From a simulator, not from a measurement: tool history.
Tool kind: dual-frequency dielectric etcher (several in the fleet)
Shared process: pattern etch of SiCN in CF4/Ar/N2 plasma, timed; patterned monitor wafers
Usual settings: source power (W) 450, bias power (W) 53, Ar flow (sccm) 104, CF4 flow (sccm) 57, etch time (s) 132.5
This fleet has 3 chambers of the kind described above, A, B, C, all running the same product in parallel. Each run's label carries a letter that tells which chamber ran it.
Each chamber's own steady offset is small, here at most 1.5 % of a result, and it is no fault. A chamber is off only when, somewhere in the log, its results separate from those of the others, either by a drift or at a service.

run	hour	source power (W)	bias power (W)	Ar flow (sccm)	CF4 flow (sccm)	etch time (s)	hours since the last wet clean	hours since the last source power generator calibration	hours since the last bias power generator calibration	hours since the last Ar flow controller change	hours since the last CF4 flow controller change	read-back reference wafer on the same gauge, depth_nm	mean etch depth across the wafer (nm)
1C	3.2	450	53	104	57	132.5	353	774.7	716.9	2501.1	4316.1	117.09	99.443
# hour 4: chamber C: Ar flow controller replaced
2A	7.5	450	53	104	57	132.5	99.4	2234.8	2259.8	4307.5	232.2	117.09	97.786
3B	11.8	450	53	104	57	132.5	253.9	858.8	875.5	3772.9	1524.3	117.06	97.607
4A	14.6	450	53	104	57	132.5	106.5	2241.9	2266.9	4314.6	239.3	117.07	97.842
5C	18.7	450	53	104	57	132.5	368.5	790.2	732.4	14.8	4331.6	117	99.427
6B	23.6	450	53	104	57	132.5	265.7	870.6	887.3	3784.7	1536.1	116.98	97.355
7B	27.2	450	53	104	62	147.5	269.3	874.2	890.9	3788.3	1539.7	116.95	110.14
8C	30.3	450	53	104	62	147.5	380.1	801.8	744	26.4	4343.2	116.94	112.11
9A	34.2	450	53	104	62	147.5	126.1	2261.5	2286.5	4334.2	258.9	116.92	110.5
10C	39	450	53	104	57	132.5	388.8	810.5	752.7	35.1	4351.9	116.88	99.453
11A	41.3	450	53	104	57	132.5	133.2	2268.6	2293.6	4341.3	266	116.9	97.691
12B	44.6	350	53	104	57	132.5	286.7	891.6	908.3	3805.7	1557.1	116.87	78.272
13C	49.4	350	53	104	57	132.5	399.2	820.9	763.1	45.5	4362.3	116.84	79.669
14A	53.8	350	53	104	57	132.5	145.7	2281.1	2306.1	4353.8	278.5	116.81	77.961
15B	58.7	450	53	104	57	132.5	300.8	905.7	922.4	3819.8	1571.2	116.8	97.172
16C	62.8	450	53	104	57	132.5	412.6	834.3	776.5	58.9	4375.7	116.8	99.194
17A	67.3	450	53	104	57	132.5	159.2	2294.6	2319.6	4367.3	292	116.73	97.539
18B	71	450	53	104	57	132.5	313.1	918	934.7	3832.1	1583.5	116.71	97.284
19A	73.7	450	44	104	46	132.5	165.6	2301	2326	4373.7	298.4	116.75	88.145
20C	76.7	450	44	104	46	132.5	426.5	848.2	790.4	72.8	4389.6	116.71	89.663
21B	81	450	44	104	46	132.5	323.1	928	944.7	3842.1	1593.5	116.68	87.606
22B	83.7	450	53	104	57	132.5	325.8	930.7	947.4	3844.8	1596.2	116.67	97.248
23C	88.2	540	53	104	57	132.5	438	859.7	801.9	84.3	4401.1	116.6	116.31
24A	91.3	540	53	104	57	132.5	183.2	2318.6	2343.6	4391.3	316	116.64	114.75
25A	94.9	540	53	104	57	132.5	186.8	2322.2	2347.2	4394.9	319.6	116.6	114.77
# hour 95.2: chamber B: wet clean of the chamber
26C	99.1	450	53	104	57	132.5	448.9	870.6	812.8	95.2	4412	116.58	99.021
27B	103	520	53	87	57	132.5	7.8	950	966.7	3864.1	1615.5	116.56	113.61
28B	106.4	520	53	87	57	132.5	11.2	953.4	970.1	3867.5	1618.9	116.51	113.43
29A	110.7	520	53	87	57	132.5	202.6	2338	2363	4410.7	335.4	116.53	114.27
30C	114.8	450	53	104	57	132.5	464.6	886.3	828.5	110.9	4427.7	116.48	98.8

Each of the 3 chambers runs these same settings next. Fill in every chamber's results:
31A	118.3	450	53	104	57	117.5							?
31B	118.3	450	53	104	57	117.5							?
31C	118.3	450	53	104	57	117.5							?

run	mean etch depth across the wafer (nm)
31A	86.421
31B	86.07
31C	87.681

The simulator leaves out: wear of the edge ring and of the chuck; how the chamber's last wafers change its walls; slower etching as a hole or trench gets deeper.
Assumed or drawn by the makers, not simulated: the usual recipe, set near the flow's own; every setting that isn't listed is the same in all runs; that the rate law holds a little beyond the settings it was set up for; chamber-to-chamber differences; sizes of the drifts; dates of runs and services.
